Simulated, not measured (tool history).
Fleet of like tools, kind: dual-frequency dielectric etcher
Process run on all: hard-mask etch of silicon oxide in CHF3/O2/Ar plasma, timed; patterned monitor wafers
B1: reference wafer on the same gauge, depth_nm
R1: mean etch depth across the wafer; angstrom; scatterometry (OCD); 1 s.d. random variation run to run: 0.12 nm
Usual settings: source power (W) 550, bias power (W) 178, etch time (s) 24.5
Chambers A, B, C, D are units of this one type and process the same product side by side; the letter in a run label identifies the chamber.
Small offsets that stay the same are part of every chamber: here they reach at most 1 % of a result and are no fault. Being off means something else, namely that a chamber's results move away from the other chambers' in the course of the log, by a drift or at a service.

Run 1A, hour 8.1: usual settings; B1 50.236. Result: R1 467.90 angstrom.
Run 2D, hour 16.7: usual settings; B1 50.204. Result: R1 462.26 angstrom.
Run 3B, hour 24.1: usual settings; B1 50.166. Result: R1 465.58 angstrom.
Run 4C, hour 36.0: usual settings; B1 50.199. Result: R1 469.12 angstrom.
At hour 42.8: chamber A: wet clean of the chamber.
Run 5D, hour 47.7: usual settings; B1 50.167. Result: R1 466.85 angstrom.
Run 6C, hour 57.4: usual settings but source power (W) 620, etch time (s) 18.5; B1 50.214. Result: R1 369.36 angstrom.
Run 7A, hour 66.8: usual settings but source power (W) 620, etch time (s) 18.5; B1 50.141. Result: R1 370.27 angstrom.
Run 8B, hour 80.0: usual settings but source power (W) 620, etch time (s) 18.5; B1 50.198. Result: R1 369.42 angstrom.
Run 9D, hour 91.4: usual settings but source power (W) 620, etch time (s) 18.5; B1 50.205. Result: R1 365.32 angstrom.
Run 10B, hour 98.1: usual settings; B1 50.198. Result: R1 466.42 angstrom.
Run 11C, hour 109.1: usual settings; B1 50.203. Result: R1 467.79 angstrom.
Run 12A, hour 114.8: usual settings; B1 50.207. Result: R1 467.76 angstrom.
Run 13C, hour 125.8: usual settings; B1 50.256. Result: R1 467.28 angstrom.
Run 14D, hour 135.0: usual settings; B1 50.205. Result: R1 465.04 angstrom.
Run 15A, hour 147.4: usual settings; B1 50.191. Result: R1 470.79 angstrom.
Run 16B, hour 155.5: usual settings; B1 50.179. Result: R1 465.99 angstrom.
Run 17C, hour 166.1: usual settings; B1 50.215. Result: R1 470.40 angstrom.
Run 18D, hour 171.9: usual settings; B1 50.192. Result: R1 461.35 angstrom.
Run 19B, hour 182.8: usual settings; B1 50.198. Result: R1 465.03 angstrom.
At hour 189.4: chamber D: source power generator calibrated.
Run 20A, hour 194.1: usual settings; B1 50.195. Result: R1 466.51 angstrom.
At hour 196.3: chamber B: bias power generator calibrated.
Run 21A, hour 200.5: usual settings; B1 50.225. Result: R1 468.07 angstrom.
At hour 202.4: chamber D: wet clean of the chamber.
Run 22B, hour 209.1: usual settings; B1 50.192. Result: R1 467.39 angstrom.
Run 23D, hour 218.6: usual settings; B1 50.178. Result: R1 462.88 angstrom.
Run 24C, hour 225.2: usual settings; B1 50.201. Result: R1 469.22 angstrom.
Run 25A, hour 236.6: usual settings; B1 50.223. Result: R1 467.25 angstrom.
Run 26D, hour 245.4: usual settings; B1 50.204. Result: R1 460.62 angstrom.
Run 27C, hour 257.4: usual settings; B1 50.237. Result: R1 467.07 angstrom.
Run 28B, hour 269.9: usual settings but etch time (s) 21.5; B1 50.184. Result: R1 409.69 angstrom.
Run 29D, hour 276.7: usual settings but etch time (s) 21.5; B1 50.197. Result: R1 407.54 angstrom.
Run 30C, hour 282.5: usual settings but etch time (s) 21.5; B1 50.176. Result: R1 409.53 angstrom.
Run 31B, hour 294.8: usual settings but etch time (s) 21.5; B1 50.196. Result: R1 410.14 angstrom.
Run 32A, hour 302.7: usual settings; B1 50.227. Result: R1 466.48 angstrom.

All 4 chambers run these settings next. Forecast each chamber's results:
Run 33A, hour 312.2: usual settings but bias power (W) 158. Result: R1 ?.
Run 33B, hour 312.2: usual settings but bias power (W) 158. Result: R1 ?.
Run 33C, hour 312.2: usual settings but bias power (W) 158. Result: R1 ?.
Run 33D, hour 312.2: usual settings but bias power (W) 158. Result: R1 ?.

run      R1
33A  450.44
33B  449.23
33C  448.53
33D  445.53
